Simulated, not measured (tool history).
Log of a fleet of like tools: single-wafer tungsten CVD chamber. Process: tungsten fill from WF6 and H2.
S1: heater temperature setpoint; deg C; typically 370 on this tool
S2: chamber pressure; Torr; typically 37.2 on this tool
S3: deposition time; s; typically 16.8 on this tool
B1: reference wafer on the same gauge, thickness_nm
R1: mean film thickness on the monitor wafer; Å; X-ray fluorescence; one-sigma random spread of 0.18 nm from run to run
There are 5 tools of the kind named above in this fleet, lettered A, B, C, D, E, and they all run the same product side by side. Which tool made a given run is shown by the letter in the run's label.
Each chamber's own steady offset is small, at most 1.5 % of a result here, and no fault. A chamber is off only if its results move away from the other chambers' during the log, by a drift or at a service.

{"run": "1D", "hour": 7.9, "S1": 370, "S2": 37.2, "S3": 16.8, "B1": 25.701, "R1": 295.31}
{"run": "2C", "hour": 19.9, "S1": 370, "S2": 37.2, "S3": 16.8, "B1": 25.661, "R1": 293.7}
{"run": "3A", "hour": 30.9, "S1": 370, "S2": 37.2, "S3": 16.8, "B1": 25.711, "R1": 299.35}
{"run": "4B", "hour": 45.4, "S1": 370, "S2": 37.2, "S3": 16.8, "B1": 25.665, "R1": 300.75}
{"run": "5E", "hour": 61.5, "S1": 370, "S2": 37.2, "S3": 16.8, "B1": 25.673, "R1": 297.65}
{"run": "6A", "hour": 74.3, "S1": 370, "S2": 37.2, "S3": 16.8, "B1": 25.659, "R1": 296.66}
{"run": "7E", "hour": 89.8, "S1": 370, "S2": 37.2, "S3": 16.8, "B1": 25.733, "R1": 296.86}
{"run": "8B", "hour": 100.3, "S1": 370, "S2": 37.2, "S3": 16.8, "B1": 25.675, "R1": 299.4}
{"run": "9D", "hour": 111.0, "S1": 370, "S2": 37.2, "S3": 13.7, "B1": 25.714, "R1": 241.46}
{"run": "10C", "hour": 126.4, "S1": 370, "S2": 37.2, "S3": 13.7, "B1": 25.709, "R1": 239.36}
{"run": "11A", "hour": 142.4, "S1": 370, "S2": 37.2, "S3": 13.7, "B1": 25.718, "R1": 244.91}
{"run": "12D", "hour": 152.0, "S1": 370, "S2": 37.2, "S3": 13.7, "B1": 25.691, "R1": 243.45}
{"run": "13B", "hour": 162.0, "S1": 370, "S2": 37.2, "S3": 13.7, "B1": 25.703, "R1": 241.15}
{"run": "14E", "hour": 172.4, "S1": 370, "S2": 37.2, "S3": 16.8, "B1": 25.735, "R1": 298.63}
{"run": "15C", "hour": 188.5, "S1": 370, "S2": 37.2, "S3": 16.8, "B1": 25.651, "R1": 294.98}
{"run": "16A", "hour": 197.4, "S1": 370, "S2": 37.2, "S3": 16.8, "B1": 25.712, "R1": 297.25}
{"run": "17C", "hour": 209.4, "S1": 370, "S2": 37.2, "S3": 16.8, "B1": 25.701, "R1": 294.26}
{"run": "18B", "hour": 218.2, "S1": 370, "S2": 37.2, "S3": 16.8, "B1": 25.675, "R1": 300.59}
{"run": "19D", "hour": 226.3, "S1": 370, "S2": 37.2, "S3": 16.8, "B1": 25.688, "R1": 292.57}
{"run": "20E", "hour": 235.1, "S1": 370, "S2": 37.2, "S3": 16.8, "B1": 25.703, "R1": 296.04}
{"run": "21D", "hour": 246.2, "S1": 370, "S2": 37.2, "S3": 16.8, "B1": 25.689, "R1": 294.51}
{"run": "22B", "hour": 258.0, "S1": 370, "S2": 37.2, "S3": 16.8, "B1": 25.697, "R1": 299.24}
{"hour": 269.7, "done": "chamber A: thermocouple changed; heater temperature recalibrated"}
{"run": "23A", "hour": 272.7, "S1": 370, "S2": 37.2, "S3": 16.8, "B1": 25.733, "R1": 299.04}
{"run": "24C", "hour": 286.2, "S1": 370, "S2": 37.2, "S3": 16.8, "B1": 25.698, "R1": 295.54}
{"hour": 289.5, "done": "chamber D: capacitance manometer re-zeroed and calibrated"}
{"run": "25E", "hour": 299.4, "S1": 361, "S2": 37.2, "S3": 15.2, "B1": 25.706, "R1": 223.38}
{"hour": 306.6, "done": "chamber B: thermocouple changed; heater temperature recalibrated"}
{"run": "26A", "hour": 313.2, "S1": 361, "S2": 37.2, "S3": 15.2, "B1": 25.686, "R1": 223.76}
{"run": "27B", "hour": 327.1, "S1": 361, "S2": 37.2, "S3": 15.2, "B1": 25.692, "R1": 208.2}
{"run": "28C", "hour": 338.0, "S1": 361, "S2": 37.2, "S3": 15.2, "B1": 25.702, "R1": 219.28}
{"run": "29D", "hour": 346.5, "S1": 361, "S2": 37.2, "S3": 15.2, "B1": 25.709, "R1": 222.31}
{"hour": 351.3, "done": "chamber D: thermocouple changed; heater temperature recalibrated"}
{"run": "30E", "hour": 360.7, "S1": 370, "S2": 37.2, "S3": 16.8, "B1": 25.711, "R1": 298.05}
{"run": "31C", "hour": 374.7, "S1": 370, "S2": 37.2, "S3": 16.8, "B1": 25.697, "R1": 296.21}
{"run": "32D", "hour": 384.7, "S1": 370, "S2": 37.2, "S3": 16.8, "B1": 25.681, "R1": 294.6}
{"run": "33B", "hour": 394.2, "S1": 370, "S2": 37.2, "S3": 17.9, "B1": 25.661, "R1": 298.7}
{"run": "34E", "hour": 405.3, "S1": 370, "S2": 37.2, "S3": 17.9, "B1": 25.691, "R1": 316.97}
{"run": "35A", "hour": 416.8, "S1": 370, "S2": 37.2, "S3": 17.9, "B1": 25.747, "R1": 315.85}
{"run": "36C", "hour": 429.5, "S1": 370, "S2": 37.2, "S3": 17.9, "B1": 25.707, "R1": 314.32}
{"run": "37E", "hour": 436.5, "S1": 370, "S2": 37.2, "S3": 17.9, "B1": 25.713, "R1": 316.96}
{"run": "38D", "hour": 450.9, "S1": 370, "S2": 37.2, "S3": 16.8, "B1": 25.741, "R1": 298.09}
{"run": "39B", "hour": 463.4, "S1": 370, "S2": 37.2, "S3": 16.8, "B1": 25.693, "R1": 282.64}
{"run": "40A", "hour": 476.5, "S1": 370, "S2": 37.2, "S3": 16.8, "B1": 25.672, "R1": 297.95}
{"run": "41B", "hour": 490.2, "S1": 370, "S2": 37.2, "S3": 19.9, "B1": 25.731, "R1": 334.2}
{"run": "42A", "hour": 500.1, "S1": 370, "S2": 37.2, "S3": 19.9, "B1": 25.718, "R1": 352.84}
{"run": "43E", "hour": 513.0, "S1": 370, "S2": 37.2, "S3": 19.9, "B1": 25.681, "R1": 354.03}

Has any chamber moved away from the others, gradually or after a service, or does the common gauge drift, or do the chambers differ only by their own small steady offsets? State the chamber and the most likely cause if one applies.

After it was serviced, chamber B no longer matches the other chambers.
What lies behind it: wafer temperature below the value expected at the setpoint (K) = 3.05.

Here are 4 candidates for chamber B's next run, each the usual settings with a change, their results left as question marks. Which one brings its results back in line with what the others give on the usual settings?
Allowed miss from the other chambers' usual-settings mean, per result, to count as in line: R1 6.20 Å
{"run": "44B-1", "hour": 524.5, "S1": 368, "S2": 36.8, "S3": 16.6, "R1": "?"}
{"run": "44B-2", "hour": 524.5, "S1": 370, "S2": 38.3, "S3": 16.8, "R1": "?"}
{"run": "44B-3", "hour": 524.5, "S1": 370, "S2": 37.1, "S3": 16.7, "R1": "?"}
{"run": "44B-4", "hour": 524.5, "S1": 372, "S2": 37.6, "S3": 17.0, "R1": "?"}

Other chambers, usual settings, mean: R1 296.16 Å
run=44B-1 R1=264.78
run=44B-2 R1=285.26
run=44B-3 R1=279.27
run=44B-4 R1=298.74
Change 44B-4 lands the chamber within the allowed miss of the other chambers.
